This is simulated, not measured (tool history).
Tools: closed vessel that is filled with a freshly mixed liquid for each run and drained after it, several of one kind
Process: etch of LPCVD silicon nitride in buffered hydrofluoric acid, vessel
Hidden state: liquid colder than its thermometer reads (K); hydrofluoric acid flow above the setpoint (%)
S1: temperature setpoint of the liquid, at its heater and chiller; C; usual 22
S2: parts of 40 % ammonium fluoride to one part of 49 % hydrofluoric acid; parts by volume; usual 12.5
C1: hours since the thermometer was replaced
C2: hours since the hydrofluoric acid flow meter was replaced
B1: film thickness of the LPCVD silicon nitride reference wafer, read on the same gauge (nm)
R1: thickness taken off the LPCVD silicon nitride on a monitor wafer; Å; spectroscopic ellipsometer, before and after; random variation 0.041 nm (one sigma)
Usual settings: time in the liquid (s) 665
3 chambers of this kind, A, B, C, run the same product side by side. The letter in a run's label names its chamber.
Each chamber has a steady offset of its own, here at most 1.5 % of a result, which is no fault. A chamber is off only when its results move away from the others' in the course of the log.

{"run": "1B", "hour": 3.3, "S1": 22, "S2": 12.5, "time in the liquid (s)": 665, "C1": 2577.7, "C2": 529.5, "B1": 129.98, "R1": 68.658}
{"run": "2A", "hour": 6.3, "S1": 22, "S2": 12.5, "time in the liquid (s)": 665, "C1": 1482.7, "C2": 409.0, "B1": 130.02, "R1": 70.419}
{"run": "3C", "hour": 10.4, "S1": 22, "S2": 12.5, "time in the liquid (s)": 665, "C1": 2285.4, "C2": 367.9, "B1": 130.02, "R1": 69.213}
{"run": "4B", "hour": 16.6, "S1": 22, "S2": 12.5, "time in the liquid (s)": 665, "C1": 2591.0, "C2": 542.8, "B1": 130.0, "R1": 69.828}
{"run": "5A", "hour": 22.4, "S1": 22, "S2": 12.5, "time in the liquid (s)": 665, "C1": 1498.8, "C2": 425.1, "B1": 130.01, "R1": 70.708}
{"hour": 23.6, "done": "chamber B: thermometer replaced"}
{"run": "6C", "hour": 25.8, "S1": 22, "S2": 12.5, "time in the liquid (s)": 665, "C1": 2300.8, "C2": 383.3, "B1": 130.01, "R1": 68.884}
{"run": "7C", "hour": 29.1, "S1": 22, "S2": 12.5, "time in the liquid (s)": 665, "C1": 2304.1, "C2": 386.6, "B1": 130.0, "R1": 68.587}
{"run": "8B", "hour": 32.9, "S1": 22, "S2": 12.5, "time in the liquid (s)": 665, "C1": 9.3, "C2": 559.1, "B1": 129.99, "R1": 69.53}
{"run": "9A", "hour": 37.2, "S1": 22, "S2": 12.5, "time in the liquid (s)": 665, "C1": 1513.6, "C2": 439.9, "B1": 129.99, "R1": 70.109}
{"run": "10A", "hour": 43.3, "S1": 22, "S2": 10.5, "time in the liquid (s)": 665, "C1": 1519.7, "C2": 446.0, "B1": 130.0, "R1": 83.439}
{"run": "11B", "hour": 49.5, "S1": 22, "S2": 10.5, "time in the liquid (s)": 665, "C1": 25.9, "C2": 575.7, "B1": 129.99, "R1": 82.366}
{"run": "12C", "hour": 54.1, "S1": 22, "S2": 10.5, "time in the liquid (s)": 665, "C1": 2329.1, "C2": 411.6, "B1": 130.02, "R1": 81.066}
{"run": "13B", "hour": 59.7, "S1": 22, "S2": 12.5, "time in the liquid (s)": 665, "C1": 36.1, "C2": 585.9, "B1": 130.02, "R1": 70.423}
{"run": "14C", "hour": 65.1, "S1": 22, "S2": 9.5, "time in the liquid (s)": 870, "C1": 2340.1, "C2": 422.6, "B1": 129.98, "R1": 114.99}
{"run": "15A", "hour": 69.8, "S1": 22, "S2": 9.5, "time in the liquid (s)": 870, "C1": 1546.2, "C2": 472.5, "B1": 129.98, "R1": 118.23}
{"hour": 71.4, "done": "chamber A: thermometer replaced"}
{"run": "16B", "hour": 74.5, "S1": 22, "S2": 9.5, "time in the liquid (s)": 870, "C1": 50.9, "C2": 600.7, "B1": 130.01, "R1": 118.58}
{"run": "17A", "hour": 79.1, "S1": 22, "S2": 12.5, "time in the liquid (s)": 665, "C1": 7.8, "C2": 481.8, "B1": 130.0, "R1": 71.166}
{"run": "18C", "hour": 85.6, "S1": 22, "S2": 12.5, "time in the liquid (s)": 665, "C1": 2360.6, "C2": 443.1, "B1": 129.99, "R1": 68.961}
{"run": "19B", "hour": 89.4, "S1": 22, "S2": 12.5, "time in the liquid (s)": 665, "C1": 65.8, "C2": 615.6, "B1": 130.01, "R1": 71.949}
{"run": "20A", "hour": 93.7, "S1": 22, "S2": 12.5, "time in the liquid (s)": 665, "C1": 22.4, "C2": 496.4, "B1": 129.99, "R1": 70.551}
{"run": "21C", "hour": 99.4, "S1": 22, "S2": 12.5, "time in the liquid (s)": 665, "C1": 2374.4, "C2": 456.9, "B1": 130.02, "R1": 69.019}
{"run": "22C", "hour": 103.9, "S1": 22, "S2": 12.5, "time in the liquid (s)": 665, "C1": 2378.9, "C2": 461.4, "B1": 130.0, "R1": 68.919}
{"run": "23A", "hour": 107.3, "S1": 22, "S2": 12.5, "time in the liquid (s)": 665, "C1": 36.0, "C2": 510.0, "B1": 129.96, "R1": 70.24}
{"run": "24B", "hour": 112.9, "S1": 22, "S2": 12.5, "time in the liquid (s)": 665, "C1": 89.3, "C2": 639.1, "B1": 130.0, "R1": 73.687}
{"run": "25C", "hour": 117.3, "S1": 22, "S2": 12.5, "time in the liquid (s)": 665, "C1": 2392.3, "C2": 474.8, "B1": 130.01, "R1": 69.284}
{"run": "26A", "hour": 121.1, "S1": 22, "S2": 12.5, "time in the liquid (s)": 665, "C1": 49.8, "C2": 523.8, "B1": 129.98, "R1": 70.596}
{"run": "27B", "hour": 124.5, "S1": 22, "S2": 12.5, "time in the liquid (s)": 665, "C1": 100.9, "C2": 650.7, "B1": 130.03, "R1": 73.066}
{"run": "28C", "hour": 129.1, "S1": 20, "S2": 8.0, "time in the liquid (s)": 665, "C1": 2404.1, "C2": 486.6, "B1": 130.0, "R1": 93.816}
{"run": "29B", "hour": 134.4, "S1": 20, "S2": 8.0, "time in the liquid (s)": 665, "C1": 110.8, "C2": 660.6, "B1": 130.0, "R1": 103.66}
{"run": "30A", "hour": 138.4, "S1": 20, "S2": 8.0, "time in the liquid (s)": 665, "C1": 67.1, "C2": 541.1, "B1": 130.01, "R1": 94.866}

All 3 chambers run these settings next. Forecast each chamber's results:
{"run": "31A", "hour": 143.3, "S1": 26, "S2": 12.5, "time in the liquid (s)": 665, "R1": "?"}
{"run": "31B", "hour": 143.3, "S1": 26, "S2": 12.5, "time in the liquid (s)": 665, "R1": "?"}
{"run": "31C", "hour": 143.3, "S1": 26, "S2": 12.5, "time in the liquid (s)": 665, "R1": "?"}

run=31A R1=88.343
run=31B R1=94.041
run=31C R1=86.657
